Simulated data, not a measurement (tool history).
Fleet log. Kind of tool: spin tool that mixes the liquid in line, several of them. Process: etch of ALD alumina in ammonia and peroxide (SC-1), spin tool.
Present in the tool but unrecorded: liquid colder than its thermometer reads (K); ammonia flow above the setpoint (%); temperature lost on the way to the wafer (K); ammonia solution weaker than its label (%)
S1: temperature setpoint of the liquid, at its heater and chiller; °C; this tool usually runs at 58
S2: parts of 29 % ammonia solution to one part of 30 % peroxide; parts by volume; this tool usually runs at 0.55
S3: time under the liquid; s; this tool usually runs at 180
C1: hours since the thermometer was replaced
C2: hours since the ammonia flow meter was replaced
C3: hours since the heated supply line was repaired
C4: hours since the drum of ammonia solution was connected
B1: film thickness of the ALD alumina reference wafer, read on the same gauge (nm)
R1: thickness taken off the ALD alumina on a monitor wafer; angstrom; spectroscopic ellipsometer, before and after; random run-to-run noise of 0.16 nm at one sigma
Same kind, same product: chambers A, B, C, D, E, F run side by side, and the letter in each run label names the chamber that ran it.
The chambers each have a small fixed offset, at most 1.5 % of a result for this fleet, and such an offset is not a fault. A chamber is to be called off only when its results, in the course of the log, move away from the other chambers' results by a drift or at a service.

run	hour	S1	S2	S3	C1	C2	C3	C4	B1	R1
1F	6.6	58	0.55	180	308.4	1219.5	1367.3	412.9	50.038	208.04
2C	9.6	58	0.55	180	1113.8	729.9	912.4	225.2	49.965	201.41
3E	14.5	58	0.55	180	188.7	530.2	919.3	81.3	50.046	207.13
4A	17.5	58	0.55	180	531.7	420.3	2227.5	533.8	50.058	206.23
5D	22.7	58	0.35	140	632.9	932.1	1436.4	737.5	49.959	153.21
6B	28.8	58	0.35	140	215.7	144.3	1716.4	59.8	50.009	153.47
7C	33.4	58	0.35	140	1137.6	753.7	936.2	249	50.023	151.55
8E	38.6	58	0.35	140	212.8	554.3	943.4	105.4	50.011	152.98
9A	44.3	58	0.35	140	558.5	447.1	2254.3	560.6	50.012	152.62
10F	50.4	58	0.35	140	352.2	1263.3	1411.1	456.7	49.956	156.33
11D	56.4	58	0.65	80	666.6	965.8	1470.1	771.2	50.005	94.81
12B	60.8	58	0.65	80	247.7	176.3	1748.4	91.8	49.989	91.81
# hour 61.4: chamber D: new drum of ammonia solution connected
13E	64.5	58	0.65	80	238.7	580.2	969.3	131.3	49.964	93.444
14F	68.8	58	0.65	80	370.6	1281.7	1429.5	475.1	49.966	94.283
15A	73.2	58	0.65	80	587.4	476	2283.2	589.5	49.948	92.383
# hour 74.2: chamber C: new drum of ammonia solution connected
16D	78	58	0.65	80	688.2	987.4	1491.7	16.7	49.988	94.172
# hour 80.4: chamber E: ammonia flow meter replaced
17B	83.6	58	0.55	180	270.5	199.1	1771.2	114.6	50.016	208.98
18C	89.2	58	0.55	180	1193.4	809.5	992	15	49.933	203.54
19B	92.6	66.5	0.55	220	279.5	208.1	1780.2	123.6	49.997	387.7
20F	96.3	66.5	0.55	220	398.1	1309.2	1457	502.6	50.058	386.48
21A	101.8	66.5	0.55	220	616	504.6	2311.8	618.1	50.005	389.89
22D	106.7	66.5	0.55	220	716.9	1016.1	1520.4	45.4	49.985	388.89
23C	109.9	66.5	0.55	220	1214.1	830.2	1012.7	35.7	50.043	386.47
24E	112.9	66.5	0.55	220	287.1	32.5	1017.7	179.7	49.97	385.03
25B	117.5	58	0.55	180	304.4	233	1805.1	148.5	50.009	204.35
26F	121.2	58	0.55	180	423	1334.1	1481.9	527.5	50.001	201.49
27A	126.1	58	0.55	180	640.3	528.9	2336.1	642.4	50.023	205.61
28E	131.4	58	0.55	180	305.6	51	1036.2	198.2	49.99	205.91
29C	134.6	58	0.55	180	1238.8	854.9	1037.4	60.4	50.011	206.16
30D	140.9	58	0.55	180	751.1	1050.3	1554.6	79.6	49.993	208.2
# hour 142.3: chamber C: thermometer replaced
31B	146.2	58	0.55	180	333.1	261.7	1833.8	177.2	50.003	207.15
32F	152	58	0.55	180	453.8	1364.9	1512.7	558.3	50.026	201.85
33C	155.9	58	0.55	180	13.6	876.2	1058.7	81.7	49.999	202.95
34D	160.9	58	0.55	180	771.1	1070.3	1574.6	99.6	50.051	205
35A	166	58	0.55	180	680.2	568.8	2376	682.3	49.998	206.22
36E	170.2	58	0.55	180	344.4	89.8	1075	237	50.011	205.54
37D	174.2	55	0.55	180	784.4	1083.6	1587.9	112.9	50	179.17
38A	178.9	55	0.55	180	693.1	581.7	2388.9	695.2	49.973	176.71
39B	182.2	55	0.55	180	369.1	297.7	1869.8	213.2	49.965	174.11
40F	186.3	55	0.55	180	488.1	1399.2	1547	592.6	50.005	169.31
41C	189.4	55	0.55	180	47.1	909.7	1092.2	115.2	50.021	174.98
42E	193.9	55	0.55	180	368.1	113.5	1098.7	260.7	50.034	179.39

Has any chamber moved away from the others, gradually or after a service, or does the common gauge drift, or do the chambers differ only by their own small steady offsets? State the chamber and the most likely cause if one applies.

Chamber F drifts away from the others.
Most likely cause: temperature lost on the way to the wafer (K) = 1.1.
With only this log, it may be confused with: liquid colder than its thermometer reads (K).

Chamber F could run next with any of the 4 candidate recipes listed below; each alters the usual settings, and their results appear as question marks. Which one brings its results back in line with what the other chambers deliver on the usual settings?
Counts as in line when no further than this from what the other chambers average on the usual settings: R1 5.7 angstrom
43F-1	198.6	58.5	0.55	185						?
43F-2	198.6	58	0.55	165						?
43F-3	198.6	58	0.55	200						?
43F-4	198.6	58	0.55	170						?

Average result of the remaining chambers running the usual settings: R1 206.09 angstrom
run	R1
43F-1	208.76
43F-2	181.48
43F-3	219.97
43F-4	186.97
43F-1 brings the chamber back in line.
